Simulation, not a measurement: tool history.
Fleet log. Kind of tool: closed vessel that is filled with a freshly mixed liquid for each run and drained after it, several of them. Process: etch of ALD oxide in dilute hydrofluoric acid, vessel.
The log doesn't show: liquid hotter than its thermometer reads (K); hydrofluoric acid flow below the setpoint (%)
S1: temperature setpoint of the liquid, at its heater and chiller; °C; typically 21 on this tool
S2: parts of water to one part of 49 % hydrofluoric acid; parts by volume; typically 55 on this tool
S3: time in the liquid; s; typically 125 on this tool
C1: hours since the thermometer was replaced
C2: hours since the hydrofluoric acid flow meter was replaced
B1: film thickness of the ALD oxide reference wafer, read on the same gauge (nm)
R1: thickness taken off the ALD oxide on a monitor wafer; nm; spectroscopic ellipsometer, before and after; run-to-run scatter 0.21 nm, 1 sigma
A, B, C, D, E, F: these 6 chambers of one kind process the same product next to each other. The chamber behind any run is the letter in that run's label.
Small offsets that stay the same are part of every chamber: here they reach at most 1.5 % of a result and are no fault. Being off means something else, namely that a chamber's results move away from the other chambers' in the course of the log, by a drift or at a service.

{"run": "1A", "day": 0.325, "S1": 21, "S2": 55, "S3": 125, "C1": 157.8, "C2": 1608.2, "B1": 69.984, "R1": 29.52}
{"run": "2D", "day": 0.558, "S1": 21, "S2": 55, "S3": 125, "C1": 1929.2, "C2": 958.8, "B1": 70.013, "R1": 29.13}
{"day": 0.721, "done": "chamber D: thermometer replaced"}
{"run": "3C", "day": 0.925, "S1": 21, "S2": 55, "S3": 125, "C1": 584.3, "C2": 23.2, "B1": 70.023, "R1": 29.204}
{"run": "4E", "day": 1.221, "S1": 21, "S2": 55, "S3": 125, "C1": 463.7, "C2": 275.9, "B1": 69.997, "R1": 28.924}
{"run": "5B", "day": 1.429, "S1": 21, "S2": 55, "S3": 125, "C1": 3103.2, "C2": 655.2, "B1": 70.035, "R1": 29.4}
{"run": "6F", "day": 1.888, "S1": 21, "S2": 55, "S3": 125, "C1": 219.2, "C2": 498.7, "B1": 69.994, "R1": 29.514}
{"run": "7A", "day": 2.146, "S1": 21, "S2": 55, "S3": 125, "C1": 201.5, "C2": 1651.9, "B1": 69.997, "R1": 29.315}
{"day": 2.171, "done": "chamber D: hydrofluoric acid flow meter replaced"}
{"run": "8F", "day": 2.475, "S1": 18, "S2": 55, "S3": 125, "C1": 233.3, "C2": 512.8, "B1": 69.99, "R1": 25.584}
{"run": "9D", "day": 2.808, "S1": 18, "S2": 55, "S3": 125, "C1": 50.2, "C2": 15.4, "B1": 70.011, "R1": 25.46}
{"day": 2.896, "done": "chamber A: hydrofluoric acid flow meter replaced"}
{"run": "10B", "day": 3.162, "S1": 18, "S2": 55, "S3": 125, "C1": 3144.8, "C2": 696.8, "B1": 69.997, "R1": 25.408}
{"run": "11E", "day": 3.4, "S1": 18, "S2": 55, "S3": 125, "C1": 516, "C2": 328.2, "B1": 69.979, "R1": 25.946}
{"run": "12C", "day": 3.696, "S1": 18, "S2": 55, "S3": 125, "C1": 650.8, "C2": 89.7, "B1": 70.029, "R1": 25.27}
{"run": "13E", "day": 4.117, "S1": 18, "S2": 55, "S3": 125, "C1": 533.2, "C2": 345.4, "B1": 69.993, "R1": 25.837}
{"run": "14D", "day": 4.371, "S1": 21, "S2": 55, "S3": 125, "C1": 87.7, "C2": 52.9, "B1": 70.001, "R1": 29.345}
{"day": 4.442, "done": "chamber B: thermometer replaced"}
{"run": "15A", "day": 4.788, "S1": 21, "S2": 55, "S3": 125, "C1": 264.9, "C2": 45.5, "B1": 70.013, "R1": 29.382}
{"run": "16F", "day": 5.112, "S1": 21, "S2": 55, "S3": 125, "C1": 296.6, "C2": 576.1, "B1": 70.008, "R1": 29.073}
{"run": "17B", "day": 5.45, "S1": 25.5, "S2": 70, "S3": 125, "C1": 24.3, "C2": 751.7, "B1": 69.994, "R1": 25.872}
{"run": "18C", "day": 5.825, "S1": 25.5, "S2": 70, "S3": 125, "C1": 701.9, "C2": 140.8, "B1": 70.011, "R1": 27.356}
{"run": "19F", "day": 6.104, "S1": 25.5, "S2": 70, "S3": 125, "C1": 320.4, "C2": 599.9, "B1": 69.991, "R1": 27.449}
{"run": "20A", "day": 6.45, "S1": 25.5, "S2": 70, "S3": 125, "C1": 304.8, "C2": 85.4, "B1": 69.988, "R1": 27.49}
{"run": "21D", "day": 6.767, "S1": 25.5, "S2": 70, "S3": 125, "C1": 145.2, "C2": 110.4, "B1": 69.997, "R1": 27.287}
{"run": "22E", "day": 7.062, "S1": 25.5, "S2": 70, "S3": 125, "C1": 603.9, "C2": 416.1, "B1": 69.995, "R1": 26.884}
{"run": "23B", "day": 7.342, "S1": 21, "S2": 55, "S3": 125, "C1": 69.7, "C2": 797.1, "B1": 69.969, "R1": 27.946}
{"run": "24C", "day": 7.579, "S1": 21, "S2": 55, "S3": 125, "C1": 744, "C2": 182.9, "B1": 70.03, "R1": 29.235}
{"run": "25D", "day": 7.879, "S1": 21, "S2": 75, "S3": 90, "C1": 171.9, "C2": 137.1, "B1": 69.999, "R1": 15.027}
{"run": "26E", "day": 8.242, "S1": 21, "S2": 75, "S3": 90, "C1": 632.2, "C2": 444.4, "B1": 70.019, "R1": 14.854}
{"run": "27B", "day": 8.679, "S1": 21, "S2": 75, "S3": 90, "C1": 101.8, "C2": 829.2, "B1": 69.987, "R1": 14.266}
{"run": "28F", "day": 9.117, "S1": 21, "S2": 75, "S3": 90, "C1": 392.7, "C2": 672.2, "B1": 69.982, "R1": 15.132}
{"run": "29C", "day": 9.542, "S1": 21, "S2": 75, "S3": 90, "C1": 791.1, "C2": 230, "B1": 69.996, "R1": 15.181}
{"run": "30A", "day": 9.833, "S1": 21, "S2": 75, "S3": 90, "C1": 386, "C2": 166.6, "B1": 69.988, "R1": 15.18}
{"run": "31D", "day": 10.221, "S1": 21, "S2": 55, "S3": 125, "C1": 228.1, "C2": 193.3, "B1": 69.988, "R1": 29.189}
{"run": "32F", "day": 10.483, "S1": 24, "S2": 55, "S3": 165, "C1": 425.5, "C2": 705, "B1": 70.034, "R1": 43.893}
{"run": "33C", "day": 10.912, "S1": 24, "S2": 55, "S3": 165, "C1": 824, "C2": 262.9, "B1": 69.967, "R1": 43.628}
{"run": "34B", "day": 11.133, "S1": 24, "S2": 55, "S3": 165, "C1": 160.7, "C2": 888.1, "B1": 69.997, "R1": 39.685}
{"run": "35A", "day": 11.588, "S1": 24, "S2": 55, "S3": 165, "C1": 428.1, "C2": 208.7, "B1": 69.983, "R1": 43.891}
{"run": "36E", "day": 12.025, "S1": 24, "S2": 55, "S3": 165, "C1": 723, "C2": 535.2, "B1": 69.976, "R1": 43.449}
{"run": "37A", "day": 12.375, "S1": 24, "S2": 55, "S3": 165, "C1": 447, "C2": 227.6, "B1": 69.966, "R1": 44.221}
{"run": "38C", "day": 12.662, "S1": 21, "S2": 55, "S3": 125, "C1": 866, "C2": 304.9, "B1": 69.992, "R1": 28.874}
{"run": "39E", "day": 12.9, "S1": 21, "S2": 55, "S3": 125, "C1": 744, "C2": 556.2, "B1": 70.001, "R1": 29.094}
{"run": "40D", "day": 13.167, "S1": 21, "S2": 80, "S3": 125, "C1": 298.8, "C2": 264, "B1": 70, "R1": 19.57}

Read the log: is a single chamber off, either drifting away or since a service, is the gauge that measures every chamber drifting, or is nothing wrong beyond small per-chamber offsets? Name any odd chamber and what most likely caused it.

It is chamber B that slowly wanders off from its peers.
What lies behind it: hydrofluoric acid flow below the setpoint (%) = 8.

Here are 4 candidates for chamber B's next run, each the usual settings with a change, their results left as question marks. Which one brings its results back in line with what the others give on the usual settings?
In line here means within this much of the mean the other chambers give on the usual settings: R1 0.74 nm
{"run": "41B-1", "day": 13.496, "S1": 21, "S2": 55, "S3": 130, "R1": "?"}
{"run": "41B-2", "day": 13.496, "S1": 21, "S2": 60, "S3": 125, "R1": "?"}
{"run": "41B-3", "day": 13.496, "S1": 21.5, "S2": 55, "S3": 135, "R1": "?"}
{"run": "41B-4", "day": 13.496, "S1": 21, "S2": 55, "S3": 120, "R1": "?"}

On the usual settings, the other chambers give on average: R1 29.193 nm
run=41B-1 R1=27.699
run=41B-2 R1=24.232
run=41B-3 R1=29.359
run=41B-4 R1=25.568
41B-3 brings the chamber back in line.
